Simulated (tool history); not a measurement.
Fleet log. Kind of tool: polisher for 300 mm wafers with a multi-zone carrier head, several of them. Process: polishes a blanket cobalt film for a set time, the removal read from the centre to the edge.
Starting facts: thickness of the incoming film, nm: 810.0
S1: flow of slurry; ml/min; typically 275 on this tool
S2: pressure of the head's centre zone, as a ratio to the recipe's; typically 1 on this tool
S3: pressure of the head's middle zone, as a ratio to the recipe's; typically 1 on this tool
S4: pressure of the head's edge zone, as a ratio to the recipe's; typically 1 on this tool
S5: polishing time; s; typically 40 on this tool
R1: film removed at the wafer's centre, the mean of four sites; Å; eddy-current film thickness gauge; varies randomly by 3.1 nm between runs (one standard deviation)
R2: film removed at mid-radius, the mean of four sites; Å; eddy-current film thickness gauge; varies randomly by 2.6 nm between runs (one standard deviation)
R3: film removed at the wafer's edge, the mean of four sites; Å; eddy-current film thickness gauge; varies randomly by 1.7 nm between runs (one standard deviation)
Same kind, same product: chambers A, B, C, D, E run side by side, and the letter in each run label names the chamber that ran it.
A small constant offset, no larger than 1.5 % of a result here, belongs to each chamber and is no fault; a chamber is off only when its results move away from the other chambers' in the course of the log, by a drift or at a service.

At hour 1.2: chamber B: worn pad replaced by a new one.
At hour 1.6: chamber A: slurry nozzle cleaned.
Run 1A, hour 8: usual settings. Result: R1 2778.3 Å, R2 2732 Å, R3 2782.5 Å.
Run 2D, hour 15.2: usual settings. Result: R1 2700.6 Å, R2 2748.9 Å, R3 2746.6 Å.
At hour 17.3: chamber C: worn pad replaced by a new one.
Run 3B, hour 28.6: usual settings. Result: R1 2788.2 Å, R2 2795.7 Å, R3 2739.3 Å.
At hour 35.6: chamber D: worn pad replaced by a new one.
Run 4C, hour 37.3: usual settings. Result: R1 2791.4 Å, R2 2733.8 Å, R3 2721.7 Å.
Run 5E, hour 50: usual settings. Result: R1 2771 Å, R2 2717.3 Å, R3 2707.3 Å.
Run 6A, hour 61.4: usual settings. Result: R1 2759.4 Å, R2 2780.2 Å, R3 2783.9 Å.
Run 7D, hour 73: usual settings. Result: R1 2755.8 Å, R2 2738.2 Å, R3 2744 Å.
At hour 75.5: chamber A: worn pad replaced by a new one.
Run 8C, hour 81.9: usual settings. Result: R1 2765.6 Å, R2 2723.4 Å, R3 2715.1 Å.
At hour 95.3: chamber B: worn pad replaced by a new one.
Run 9E, hour 96.8: usual settings. Result: R1 2692.9 Å, R2 2666.1 Å, R3 2686.6 Å.
Run 10B, hour 112.3: usual settings. Result: R1 2707.4 Å, R2 2757.5 Å, R3 2731.6 Å.
At hour 113.8: chamber C: worn pad replaced by a new one.
At hour 119.4: chamber D: worn pad replaced by a new one.
At hour 124.4: chamber E: centre zone pressure recalibrated.
Run 11A, hour 127.9: usual settings. Result: R1 2797.4 Å, R2 2772.6 Å, R3 2771.6 Å.
At hour 131.1: chamber D: slurry nozzle cleaned.
Run 12C, hour 136.8: usual settings. Result: R1 2738.7 Å, R2 2713.1 Å, R3 2708.6 Å.
Run 13E, hour 151.2: usual settings. Result: R1 2685.2 Å, R2 2667.7 Å, R3 2636.6 Å.
Run 14B, hour 158.6: usual settings. Result: R1 2690.4 Å, R2 2764.5 Å, R3 2734.3 Å.
At hour 168.5: chamber A: worn pad replaced by a new one.
Run 15D, hour 170.5: usual settings. Result: R1 2746.6 Å, R2 2752.2 Å, R3 2761.2 Å.
Run 16D, hour 178: usual settings. Result: R1 2759.8 Å, R2 2725.9 Å, R3 2752.9 Å.
At hour 179.9: chamber B: worn pad replaced by a new one.
Run 17B, hour 192.7: usual settings. Result: R1 2715.4 Å, R2 2746.3 Å, R3 2739.7 Å.
At hour 200.5: chamber D: worn pad replaced by a new one.
Run 18A, hour 206.4: usual settings. Result: R1 2779 Å, R2 2747.8 Å, R3 2778.8 Å.
Run 19E, hour 216.8: usual settings. Result: R1 2678.7 Å, R2 2592.5 Å, R3 2611 Å.
At hour 223.8: chamber C: worn pad replaced by a new one.
Run 20C, hour 231.6: usual settings. Result: R1 2682 Å, R2 2691.3 Å, R3 2708 Å.
Run 21E, hour 247.1: usual settings. Result: R1 2619.9 Å, R2 2625.7 Å, R3 2585.1 Å.
At hour 248.6: chamber A: worn pad replaced by a new one.
Run 22C, hour 260.1: usual settings. Result: R1 2779.9 Å, R2 2703.2 Å, R3 2697.7 Å.
Run 23B, hour 268.5: usual settings. Result: R1 2765.7 Å, R2 2805 Å, R3 2733.2 Å.
At hour 270.2: chamber B: edge zone pressure recalibrated.
At hour 274: chamber B: worn pad replaced by a new one.
At hour 277.8: chamber D: worn pad replaced by a new one.
Run 24D, hour 280.5: usual settings. Result: R1 2734.9 Å, R2 2814.8 Å, R3 2764.5 Å.
Run 25A, hour 294: usual settings. Result: R1 2791.3 Å, R2 2772.9 Å, R3 2752 Å.
At hour 297.2: chamber D: edge zone pressure recalibrated.
Run 26B, hour 307.7: usual settings. Result: R1 2741.5 Å, R2 2798.4 Å, R3 2725.2 Å.
At hour 311.4: chamber E: edge zone pressure recalibrated.
At hour 313: chamber C: worn pad replaced by a new one.
Run 27A, hour 315.6: usual settings. Result: R1 2780.9 Å, R2 2744.5 Å, R3 2743.9 Å.
Run 28E, hour 323.1: usual settings. Result: R1 2624.1 Å, R2 2512.7 Å, R3 2525.5 Å.
Run 29C, hour 331.2: usual settings. Result: R1 2771.2 Å, R2 2661.6 Å, R3 2704.2 Å.
At hour 331.5: chamber A: worn pad replaced by a new one.
Run 30D, hour 346.6: usual settings. Result: R1 2699.5 Å, R2 2718.2 Å, R3 2766.6 Å.
At hour 353.5: chamber B: worn pad replaced by a new one.
Run 31E, hour 354.4: usual settings but S4 1.07, S5 48 s. Result: R1 3065.9 Å, R2 3043.8 Å, R3 3162 Å.
At hour 362.6: chamber D: worn pad replaced by a new one.
Run 32B, hour 369.5: usual settings but S4 1.07, S5 48 s. Result: R1 3277 Å, R2 3346.2 Å, R3 3407 Å.
Run 33C, hour 384.2: usual settings but S4 1.07, S5 48 s. Result: R1 3280.8 Å, R2 3292.7 Å, R3 3361.7 Å.
Run 34A, hour 400.1: usual settings but S4 1.07, S5 48 s. Result: R1 3314.3 Å, R2 3349.7 Å, R3 3410.6 Å.
At hour 403.2: chamber C: worn pad replaced by a new one.
Run 35D, hour 415.2: usual settings but S4 1.07, S5 48 s. Result: R1 3249.9 Å, R2 3243.6 Å, R3 3413.1 Å.
At hour 424: chamber A: worn pad replaced by a new one.
Run 36A, hour 425.1: usual settings. Result: R1 2711.2 Å, R2 2792.4 Å, R3 2760.2 Å.
Run 37C, hour 434.6: usual settings. Result: R1 2778.8 Å, R2 2730.9 Å, R3 2671.4 Å.

Predict what each chamber gives when all 5 of them run the settings below next.
Run 38A, hour 446.2: usual settings but S4 0.93. Result: R1 ?, R2 ?, R3 ?.
Run 38B, hour 446.2: usual settings but S4 0.93. Result: R1 ?, R2 ?, R3 ?.
Run 38C, hour 446.2: usual settings but S4 0.93. Result: R1 ?, R2 ?, R3 ?.
Run 38D, hour 446.2: usual settings but S4 0.93. Result: R1 ?, R2 ?, R3 ?.
Run 38E, hour 446.2: usual settings but S4 0.93. Result: R1 ?, R2 ?, R3 ?.

run      R1      R2      R3
38A  2700.7  2785.9  2666.9
38B  2699.6  2800.8  2653.7
38C  2714.7  2765.6  2611.9
38D  2757.2  2765.5    2654
38E  2494.6  2493.3  2353.3
